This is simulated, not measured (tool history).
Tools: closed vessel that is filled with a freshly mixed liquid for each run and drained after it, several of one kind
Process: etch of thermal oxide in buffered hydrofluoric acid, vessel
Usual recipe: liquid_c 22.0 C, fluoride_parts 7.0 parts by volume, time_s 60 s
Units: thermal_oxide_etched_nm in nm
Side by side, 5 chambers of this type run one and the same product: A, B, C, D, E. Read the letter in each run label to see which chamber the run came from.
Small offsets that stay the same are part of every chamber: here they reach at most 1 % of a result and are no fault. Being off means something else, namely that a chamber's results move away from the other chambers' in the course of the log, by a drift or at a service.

| run | hour | liquid_c | fluoride_parts | time_s | hours since the thermometer was replaced | hours since the hydrofluoric acid flow meter was replaced | read-back film thickness of the thermal oxide reference wafer, read on the same gauge (nm) | thermal_oxide_etched_nm |
|---|---|---|---|---|---|---|---|---|
| 1E | 3.8 | 22.0 | 7.0 | 60 | 720.7 | 775.9 | 29.988 | 84.364 |
| 2C | 7.2 | 22.0 | 7.0 | 60 | 1116.4 | 104.2 | 30.034 | 85.029 |
| 3D | 10.5 | 22.0 | 7.0 | 60 | 671.1 | 233.2 | 30.013 | 85.220 |
| 4A | 13.5 | 22.0 | 7.0 | 60 | 2188.3 | 668.5 | 29.988 | 85.557 |
| 5B | 17.0 | 22.0 | 9.5 | 60 | 561.4 | 501.7 | 29.982 | 62.734 |
| 6A | 21.3 | 22.0 | 9.5 | 60 | 2196.1 | 676.3 | 30.031 | 63.302 |
| 7E | 24.4 | 22.0 | 9.5 | 60 | 741.3 | 796.5 | 29.989 | 63.145 |
| 8C | 26.9 | 22.0 | 9.5 | 60 | 1136.1 | 123.9 | 30.044 | 63.205 |
| 9B | 30.3 | 22.0 | 9.5 | 60 | 574.7 | 515.0 | 30.033 | 62.539 |
| 10D | 34.7 | 24.5 | 5.0 | 60 | 695.3 | 257.4 | 30.013 | 129.470 |
| 11B | 37.8 | 24.5 | 5.0 | 60 | 582.2 | 522.5 | 30.002 | 131.180 |
| 12E | 42.1 | 24.5 | 5.0 | 60 | 759.0 | 814.2 | 30.024 | 130.310 |
| 13A | 45.9 | 24.5 | 5.0 | 60 | 2220.7 | 700.9 | 29.994 | 130.700 |
| 14C | 50.3 | 24.5 | 5.0 | 60 | 1159.5 | 147.3 | 29.985 | 132.630 |
| 15D | 53.5 | 22.0 | 7.0 | 60 | 714.1 | 276.2 | 29.989 | 83.214 |
| 16E | 55.7 | 22.0 | 7.0 | 60 | 772.6 | 827.8 | 30.025 | 85.004 |
| 17A | 58.1 | 22.0 | 7.0 | 60 | 2232.9 | 713.1 | 30.006 | 84.923 |
| 18D | 60.3 | 22.0 | 7.0 | 60 | 720.9 | 283.0 | 30.041 | 85.896 |
| 19B | 62.6 | 22.0 | 5.0 | 60 | 607.0 | 547.3 | 29.993 | 113.760 |
| 20C | 66.6 | 22.0 | 5.0 | 60 | 1175.8 | 163.6 | 30.010 | 117.590 |
| 21D | 69.7 | 22.0 | 5.0 | 60 | 730.3 | 292.4 | 29.990 | 112.320 |
| 22E | 73.6 | 22.0 | 5.0 | 60 | 790.5 | 845.7 | 29.992 | 115.170 |
| 23B | 77.1 | 22.0 | 5.0 | 60 | 621.5 | 561.8 | 29.991 | 112.320 |
| 24C | 80.2 | 22.0 | 7.0 | 60 | 1189.4 | 177.2 | 30.024 | 90.352 |
| 25A | 82.2 | 22.0 | 7.0 | 60 | 2257.0 | 737.2 | 29.996 | 84.705 |
| 26D | 86.5 | 22.0 | 7.0 | 60 | 747.1 | 309.2 | 30.008 | 84.649 |
| 27C | 90.2 | 22.0 | 7.0 | 60 | 1199.4 | 187.2 | 30.001 | 91.784 |
| 28E | 93.1 | 22.0 | 7.0 | 60 | 810.0 | 865.2 | 30.038 | 84.413 |
| 29A | 97.2 | 22.0 | 7.0 | 60 | 2272.0 | 752.2 | 30.037 | 85.930 |
| 30B | 100.9 | 22.0 | 7.0 | 60 | 645.3 | 585.6 | 30.005 | 85.057 |
|  | 101.5 | chamber A: thermometer replaced |
| 31A | 105.0 | 22.0 | 7.0 | 60 | 3.5 | 760.0 | 30.003 | 85.045 |
| 32E | 109.0 | 22.0 | 7.0 | 60 | 825.9 | 881.1 | 30.021 | 85.242 |
| 33D | 113.4 | 22.0 | 7.0 | 60 | 774.0 | 336.1 | 29.999 | 84.530 |
| 34C | 117.5 | 22.0 | 7.0 | 60 | 1226.7 | 214.5 | 29.989 | 93.681 |
| 35B | 119.5 | 22.0 | 7.0 | 60 | 663.9 | 604.2 | 30.000 | 85.235 |

Which is it: a chamber that has drifted or been left off by a service, a gauge drift common to all chambers, or only each chamber's usual small offset? If a chamber is off, name it and its likeliest cause.

One chamber, C, drifts off from the rest bit by bit.
What lies behind it: liquid hotter than its thermometer reads (K) = 1.72.
The log might look much the same if the cause were instead: hydrofluoric acid flow above the setpoint (%).

Here are 4 candidates for chamber C's next run, each the usual settings with a change, their results left as question marks. Which one brings its results back in line with what the others give on the usual settings?
Allowed miss from the other chambers' usual-settings mean, per result, to count as in line: thermal_oxide_etched_nm 2.300 nm
| 36C-1 | 122.7 | 20.0 | 7.0 | 60 |  |  |  | ? |
| 36C-2 | 122.7 | 22.5 | 7.0 | 60 |  |  |  | ? |
| 36C-3 | 122.7 | 21.5 | 7.0 | 60 |  |  |  | ? |
| 36C-4 | 122.7 | 24.0 | 7.0 | 60 |  |  |  | ? |

What the other chambers average on the usual settings: thermal_oxide_etched_nm 84.877 nm
| run | thermal_oxide_etched_nm |
|---|---|
| 36C-1 | 84.217 |
| 36C-2 | 96.800 |
| 36C-3 | 91.561 |
| 36C-4 | 105.090 |
The right change is 36C-1: it brings the chamber back within the allowed miss of the others.
